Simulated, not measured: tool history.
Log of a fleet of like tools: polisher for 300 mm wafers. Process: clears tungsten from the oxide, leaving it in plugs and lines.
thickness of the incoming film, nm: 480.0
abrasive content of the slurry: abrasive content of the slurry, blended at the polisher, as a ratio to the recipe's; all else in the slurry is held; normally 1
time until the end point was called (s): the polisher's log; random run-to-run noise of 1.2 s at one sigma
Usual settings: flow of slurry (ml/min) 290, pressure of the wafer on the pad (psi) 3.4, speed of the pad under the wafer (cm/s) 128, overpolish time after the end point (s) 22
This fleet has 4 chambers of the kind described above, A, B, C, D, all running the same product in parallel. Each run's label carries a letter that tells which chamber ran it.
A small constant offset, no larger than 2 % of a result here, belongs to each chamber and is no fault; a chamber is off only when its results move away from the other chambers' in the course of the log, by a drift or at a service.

| run | hour | flow of slurry (ml/min) | pressure of the wafer on the pad (psi) | speed of the pad under the wafer (cm/s) | abrasive content of the slurry | overpolish time after the end point (s) | wafers polished on this pad | hours since the slurry nozzle was cleaned | hours since the head pressure was calibrated | hours since the slurry blender was calibrated | hours since the slurry got fresh peroxide | time until the end point was called (s) |
|---|---|---|---|---|---|---|---|---|---|---|---|---|
| 1B | 9.1 | 290 | 3.4 | 128 | 1 | 22 | 1021 | 839.1 | 267.2 | 47.6 | 27.8 | 95.745 |
|  | 11.9 | chamber D: head pressure recalibrated |
|  | 12.7 | chamber B: slurry nozzle cleaned |
| 2D | 17.2 | 290 | 3.4 | 128 | 1 | 22 | 1186 | 285.9 | 5.3 | 63.4 | 40.2 | 95.427 |
| 3C | 26.5 | 290 | 3.4 | 128 | 1 | 22 | 711 | 237.6 | 334.2 | 109.5 | 135.2 | 98.287 |
|  | 32.2 | chamber B: slurry tank refilled with fresh slurry and peroxide |
| 4A | 33.5 | 290 | 3.4 | 128 | 1 | 22 | 1192 | 301.5 | 1071.9 | 55.4 | 47.4 | 96.16 |
|  | 37 | chamber D: slurry tank refilled with fresh slurry and peroxide |
| 5D | 37.8 | 290 | 3.4 | 128 | 1 | 22 | 1352 | 306.5 | 25.9 | 84 | 0.8 | 96.179 |
|  | 38.5 | chamber A: worn pad replaced by a new one |
|  | 41.4 | chamber D: worn pad replaced by a new one |
| 6A | 45.3 | 290 | 3.4 | 128 | 1 | 22 | 55 | 313.3 | 1083.7 | 67.2 | 59.2 | 98.342 |
| 7C | 51.8 | 290 | 3.4 | 128 | 1 | 22 | 916 | 262.9 | 359.5 | 134.8 | 160.5 | 99.322 |
|  | 52.8 | chamber B: worn pad replaced by a new one |
| 8B | 57.1 | 290 | 3.4 | 128 | 1 | 22 | 35 | 44.5 | 315.2 | 95.6 | 24.9 | 98.197 |
| 9D | 64.6 | 290 | 3.4 | 146 | 1 | 22 | 187 | 333.3 | 52.7 | 110.8 | 27.6 | 83.554 |
|  | 72 | chamber A: slurry nozzle cleaned |
| 10C | 73.2 | 290 | 3.4 | 146 | 1 | 22 | 1089 | 284.3 | 380.9 | 156.2 | 181.9 | 86.367 |
|  | 74.7 | chamber A: slurry tank refilled with fresh slurry and peroxide |
| 11B | 80.8 | 290 | 3.4 | 146 | 1 | 22 | 226 | 68.2 | 338.9 | 119.3 | 48.6 | 85.298 |
|  | 81.8 | chamber C: worn pad replaced by a new one |
|  | 85.2 | chamber B: slurry tank refilled with fresh slurry and peroxide |
| 12A | 86.1 | 290 | 3.4 | 146 | 1 | 22 | 384 | 14.2 | 1124.5 | 108 | 11.4 | 83.344 |
|  | 87.6 | chamber D: slurry tank refilled with fresh slurry and peroxide |
| 13A | 93 | 290 | 3.4 | 128 | 1 | 22 | 440 | 21.1 | 1131.4 | 114.9 | 18.3 | 96.379 |
| 14B | 98.6 | 290 | 3.4 | 128 | 1 | 22 | 370 | 86 | 356.7 | 137.1 | 13.5 | 96.019 |
| 15C | 105 | 290 | 3.4 | 128 | 1 | 22 | 187 | 316.1 | 412.7 | 188 | 213.7 | 102.95 |
| 16D | 110.5 | 290 | 3.4 | 128 | 1 | 22 | 558 | 379.2 | 98.6 | 156.7 | 22.9 | 97.828 |
| 17B | 117.7 | 290 | 3.4 | 128 | 1 | 22 | 524 | 105.1 | 375.8 | 156.2 | 32.6 | 99.464 |
| 18C | 122.8 | 290 | 2.4 | 128 | 1 | 11 | 331 | 333.9 | 430.5 | 205.8 | 231.5 | 143.52 |
| 19A | 127.4 | 290 | 2.4 | 128 | 1 | 11 | 718 | 55.5 | 1165.8 | 149.3 | 52.7 | 133.97 |
|  | 133.4 | chamber C: slurry blender recalibrated |
| 20D | 135.5 | 290 | 2.4 | 128 | 1 | 11 | 761 | 404.2 | 123.6 | 181.7 | 47.9 | 138.77 |
|  | 141.1 | chamber D: slurry tank refilled with fresh slurry and peroxide |
|  | 144.4 | chamber B: slurry tank refilled with fresh slurry and peroxide |
| 21D | 144.5 | 290 | 2.4 | 128 | 1 | 11 | 833 | 413.2 | 132.6 | 190.7 | 3.5 | 138.76 |
| 22A | 153.9 | 290 | 3.4 | 128 | 1 | 22 | 932 | 82 | 1192.3 | 175.8 | 79.2 | 95.562 |
|  | 158 | chamber A: slurry tank refilled with fresh slurry and peroxide |
| 23B | 158.2 | 290 | 3.4 | 128 | 1 | 22 | 852 | 145.6 | 416.3 | 196.7 | 13.8 | 96.595 |
| 24C | 163.2 | 290 | 3.4 | 128 | 1 | 22 | 658 | 374.3 | 470.9 | 29.8 | 271.9 | 102.2 |
| 25D | 169.9 | 290 | 3.4 | 128 | 1 | 22 | 1039 | 438.6 | 158 | 216.1 | 28.9 | 97.74 |
| 26B | 177.2 | 290 | 3.4 | 128 | 1 | 22 | 1005 | 164.6 | 435.3 | 215.7 | 32.8 | 97.993 |
|  | 179.8 | chamber B: worn pad replaced by a new one |
| 27A | 184.3 | 290 | 3.4 | 102 | 0.75 | 22 | 1178 | 112.4 | 1222.7 | 206.2 | 26.3 | 128.15 |
|  | 188.9 | chamber D: slurry tank refilled with fresh slurry and peroxide |
| 28C | 189.8 | 290 | 3.4 | 102 | 0.75 | 22 | 873 | 400.9 | 497.5 | 56.4 | 298.5 | 139.15 |
|  | 192.3 | chamber D: slurry blender recalibrated |
|  | 192.9 | chamber A: worn pad replaced by a new one |
|  | 196.5 | chamber B: slurry tank refilled with fresh slurry and peroxide |
| 29C | 197.6 | 290 | 3.4 | 102 | 0.75 | 22 | 936 | 408.7 | 505.3 | 64.2 | 306.3 | 141.36 |
| 30A | 204.9 | 290 | 3.4 | 102 | 0.75 | 22 | 97 | 133 | 1243.3 | 226.8 | 46.9 | 131.27 |
| 31B | 213.1 | 290 | 3.4 | 128 | 1 | 22 | 269 | 200.5 | 471.2 | 251.6 | 16.7 | 98.506 |
|  | 214.3 | chamber C: worn pad replaced by a new one |
| 32D | 222.3 | 290 | 3.4 | 128 | 1 | 22 | 1462 | 491 | 210.4 | 30.1 | 33.4 | 97.267 |
| 33A | 226.4 | 290 | 3.4 | 128 | 1 | 22 | 271 | 154.5 | 1264.8 | 248.3 | 68.4 | 96.745 |
|  | 230.9 | chamber A: slurry tank refilled with fresh slurry and peroxide |
|  | 232.9 | chamber D: worn pad replaced by a new one |
| 34B | 235.1 | 290 | 3.4 | 128 | 1 | 22 | 447 | 222.5 | 493.2 | 273.6 | 38.7 | 98.148 |
| 35C | 243.2 | 290 | 3.4 | 128 | 1 | 22 | 233 | 454.3 | 550.9 | 109.8 | 351.9 | 106.65 |
|  | 248.7 | chamber D: slurry tank refilled with fresh slurry and peroxide |
| 36D | 250.9 | 290 | 3.4 | 128 | 1 | 22 | 145 | 519.6 | 239 | 58.7 | 2.2 | 94.853 |
| 37D | 260.2 | 290 | 3.4 | 128 | 1 | 22 | 220 | 528.9 | 248.3 | 68 | 11.5 | 97.049 |
| 38A | 267.6 | 290 | 3.4 | 128 | 1 | 22 | 604 | 195.7 | 1306 | 289.5 | 36.8 | 95.31 |
| 39C | 276 | 290 | 4.3 | 128 | 1 | 22 | 498 | 487.1 | 583.7 | 142.6 | 384.7 | 86.199 |

One chamber off, gauge drift, or nothing amiss beyond the chambers' own small offsets? If it is a chamber, which one, and what is the likeliest cause?

It is chamber C that slowly wanders off from its peers.
Cause: peroxide lost from the slurry, % = 26.1.
Not necessarily distinguishable in this log from: head's pressure below its setpoint, %.

Below are 4 candidate recipes for chamber C's next run, each the usual settings with a change, their results shown as question marks. Which of them brings C's results back in line with what the other chambers give on the usual settings?
Maximum distance from the other chambers' mean on the usual settings for a result to count as in line: time until the end point was called (s) 4.1
| 40C-1 | 282.9 | 290 | 3.6 | 136 | 1 | 22 |  |  |  |  |  | ? |
| 40C-2 | 282.9 | 295 | 4.3 | 128 | 1.05 | 22 |  |  |  |  |  | ? |
| 40C-3 | 282.9 | 290 | 3.2 | 120 | 1 | 22 |  |  |  |  |  | ? |
| 40C-4 | 282.9 | 290 | 3.4 | 102 | 0.95 | 22 |  |  |  |  |  | ? |

Average result of the remaining chambers running the usual settings: time until the end point was called (s) 96.787
| run | time until the end point was called (s) |
|---|---|
| 40C-1 | 96.165 |
| 40C-2 | 84.514 |
| 40C-3 | 122.52 |
| 40C-4 | 137.3 |
With 40C-1, the chamber falls back in line with the rest.
